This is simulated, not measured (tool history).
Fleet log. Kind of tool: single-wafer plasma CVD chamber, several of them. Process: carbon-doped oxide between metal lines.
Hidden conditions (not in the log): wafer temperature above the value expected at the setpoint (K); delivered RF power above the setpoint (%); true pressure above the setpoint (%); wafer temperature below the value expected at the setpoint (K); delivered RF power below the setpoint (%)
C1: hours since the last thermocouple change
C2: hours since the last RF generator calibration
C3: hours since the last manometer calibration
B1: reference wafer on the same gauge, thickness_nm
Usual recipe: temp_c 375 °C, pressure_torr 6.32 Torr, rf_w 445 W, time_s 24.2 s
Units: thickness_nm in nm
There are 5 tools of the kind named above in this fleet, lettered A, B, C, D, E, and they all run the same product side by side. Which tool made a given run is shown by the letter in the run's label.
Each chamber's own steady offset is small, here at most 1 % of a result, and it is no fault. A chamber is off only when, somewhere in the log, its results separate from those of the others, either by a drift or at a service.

run 1E hour=5.4 | temp_c=375 pressure_torr=6.32 rf_w=445 time_s=24.2 | C1=723.3 C2=1652.7 C3=53.0 | B1=105.00 | thickness_nm=110.570
run 2B hour=11.7 | temp_c=375 pressure_torr=6.32 rf_w=445 time_s=24.2 | C1=1519.8 C2=272.6 C3=903.3 | B1=105.01 | thickness_nm=111.650
run 3C hour=19.4 | temp_c=375 pressure_torr=6.32 rf_w=445 time_s=24.2 | C1=1875.0 C2=683.6 C3=1809.1 | B1=104.97 | thickness_nm=111.350
run 4D hour=26.5 | temp_c=375 pressure_torr=6.32 rf_w=445 time_s=24.2 | C1=374.2 C2=1115.6 C3=133.3 | B1=104.94 | thickness_nm=110.740
run 5A hour=35.8 | temp_c=375 pressure_torr=6.32 rf_w=445 time_s=24.2 | C1=1656.2 C2=374.6 C3=220.3 | B1=104.95 | thickness_nm=110.460
run 6B hour=42.8 | temp_c=375 pressure_torr=6.32 rf_w=370 time_s=24.2 | C1=1550.9 C2=303.7 C3=934.4 | B1=104.94 | thickness_nm=96.828
run 7C hour=48.8 | temp_c=375 pressure_torr=6.32 rf_w=370 time_s=24.2 | C1=1904.4 C2=713.0 C3=1838.5 | B1=104.88 | thickness_nm=97.593
run 8D hour=56.0 | temp_c=375 pressure_torr=6.32 rf_w=370 time_s=24.2 | C1=403.7 C2=1145.1 C3=162.8 | B1=104.91 | thickness_nm=96.148
run 9A hour=60.5 | temp_c=375 pressure_torr=6.32 rf_w=370 time_s=24.2 | C1=1680.9 C2=399.3 C3=245.0 | B1=104.88 | thickness_nm=95.795
run 10E hour=69.6 | temp_c=375 pressure_torr=6.32 rf_w=370 time_s=24.2 | C1=787.5 C2=1716.9 C3=117.2 | B1=104.86 | thickness_nm=96.203
run 11E hour=75.4 | temp_c=375 pressure_torr=6.32 rf_w=445 time_s=24.2 | C1=793.3 C2=1722.7 C3=123.0 | B1=104.84 | thickness_nm=110.380
run 12B hour=83.5 | temp_c=375 pressure_torr=6.32 rf_w=445 time_s=24.2 | C1=1591.6 C2=344.4 C3=975.1 | B1=104.84 | thickness_nm=111.270
run 13D hour=89.9 | temp_c=375 pressure_torr=6.32 rf_w=445 time_s=24.2 | C1=437.6 C2=1179.0 C3=196.7 | B1=104.82 | thickness_nm=110.520
run 14C hour=99.0 | temp_c=375 pressure_torr=6.32 rf_w=445 time_s=24.2 | C1=1954.6 C2=763.2 C3=1888.7 | B1=104.85 | thickness_nm=111.280
run 15A hour=104.4 | temp_c=375 pressure_torr=6.32 rf_w=445 time_s=24.2 | C1=1724.8 C2=443.2 C3=288.9 | B1=104.83 | thickness_nm=110.430
run 16D hour=113.0 | temp_c=375 pressure_torr=6.32 rf_w=445 time_s=24.2 | C1=460.7 C2=1202.1 C3=219.8 | B1=104.78 | thickness_nm=110.490
run 17E hour=122.4 | temp_c=375 pressure_torr=6.32 rf_w=445 time_s=24.2 | C1=840.3 C2=1769.7 C3=170.0 | B1=104.77 | thickness_nm=110.380
-- hour=127.7 chamber B: thermocouple changed; heater temperature recalibrated
run 18B hour=130.6 | temp_c=375 pressure_torr=6.32 rf_w=445 time_s=24.2 | C1=2.9 C2=391.5 C3=1022.2 | B1=104.79 | thickness_nm=111.280
run 19A hour=137.8 | temp_c=386 pressure_torr=6.32 rf_w=445 time_s=26.4 | C1=1758.2 C2=476.6 C3=322.3 | B1=104.76 | thickness_nm=117.470
run 20C hour=146.7 | temp_c=386 pressure_torr=6.32 rf_w=445 time_s=26.4 | C1=2002.3 C2=810.9 C3=1936.4 | B1=104.73 | thickness_nm=118.310
run 21A hour=154.0 | temp_c=386 pressure_torr=6.32 rf_w=445 time_s=26.4 | C1=1774.4 C2=492.8 C3=338.5 | B1=104.70 | thickness_nm=117.380
run 22B hour=159.4 | temp_c=386 pressure_torr=6.32 rf_w=445 time_s=26.4 | C1=31.7 C2=420.3 C3=1051.0 | B1=104.69 | thickness_nm=118.730
run 23D hour=166.0 | temp_c=386 pressure_torr=6.32 rf_w=445 time_s=26.4 | C1=513.7 C2=1255.1 C3=272.8 | B1=104.71 | thickness_nm=117.700
run 24C hour=175.3 | temp_c=375 pressure_torr=6.32 rf_w=445 time_s=24.2 | C1=2030.9 C2=839.5 C3=1965.0 | B1=104.66 | thickness_nm=111.120
run 25E hour=182.9 | temp_c=375 pressure_torr=6.32 rf_w=445 time_s=24.2 | C1=900.8 C2=1830.2 C3=230.5 | B1=104.68 | thickness_nm=110.100
run 26A hour=190.3 | temp_c=375 pressure_torr=6.32 rf_w=445 time_s=24.2 | C1=1810.7 C2=529.1 C3=374.8 | B1=104.63 | thickness_nm=110.260
run 27B hour=196.7 | temp_c=375 pressure_torr=6.32 rf_w=445 time_s=24.2 | C1=69.0 C2=457.6 C3=1088.3 | B1=104.64 | thickness_nm=111.100
run 28C hour=205.6 | temp_c=375 pressure_torr=6.32 rf_w=445 time_s=24.2 | C1=2061.2 C2=869.8 C3=1995.3 | B1=104.61 | thickness_nm=110.870
run 29D hour=213.0 | temp_c=375 pressure_torr=6.32 rf_w=445 time_s=24.2 | C1=560.7 C2=1302.1 C3=319.8 | B1=104.59 | thickness_nm=110.470
run 30E hour=219.2 | temp_c=375 pressure_torr=6.32 rf_w=445 time_s=24.2 | C1=937.1 C2=1866.5 C3=266.8 | B1=104.56 | thickness_nm=109.980
run 31C hour=227.8 | temp_c=375 pressure_torr=6.32 rf_w=385 time_s=24.2 | C1=2083.4 C2=892.0 C3=2017.5 | B1=104.59 | thickness_nm=100.040
run 32A hour=235.3 | temp_c=375 pressure_torr=6.32 rf_w=385 time_s=24.2 | C1=1855.7 C2=574.1 C3=419.8 | B1=104.57 | thickness_nm=98.476
run 33D hour=241.4 | temp_c=375 pressure_torr=6.32 rf_w=385 time_s=24.2 | C1=589.1 C2=1330.5 C3=348.2 | B1=104.56 | thickness_nm=98.926
run 34E hour=250.6 | temp_c=375 pressure_torr=6.32 rf_w=385 time_s=24.2 | C1=968.5 C2=1897.9 C3=298.2 | B1=104.54 | thickness_nm=98.988

All chambers now run identical settings, listed one chamber a line with results as question marks. What results will each chamber show?
run 35A hour=257.4 | temp_c=375 pressure_torr=6.32 rf_w=485 time_s=24.2 | thickness_nm=?
run 35B hour=257.4 | temp_c=375 pressure_torr=6.32 rf_w=485 time_s=24.2 | thickness_nm=?
run 35C hour=257.4 | temp_c=375 pressure_torr=6.32 rf_w=485 time_s=24.2 | thickness_nm=?
run 35D hour=257.4 | temp_c=375 pressure_torr=6.32 rf_w=485 time_s=24.2 | thickness_nm=?
run 35E hour=257.4 | temp_c=375 pressure_torr=6.32 rf_w=485 time_s=24.2 | thickness_nm=?

run=35A thickness_nm=116.570
run=35B thickness_nm=117.580
run=35C thickness_nm=117.350
run=35D thickness_nm=116.930
run=35E thickness_nm=116.380

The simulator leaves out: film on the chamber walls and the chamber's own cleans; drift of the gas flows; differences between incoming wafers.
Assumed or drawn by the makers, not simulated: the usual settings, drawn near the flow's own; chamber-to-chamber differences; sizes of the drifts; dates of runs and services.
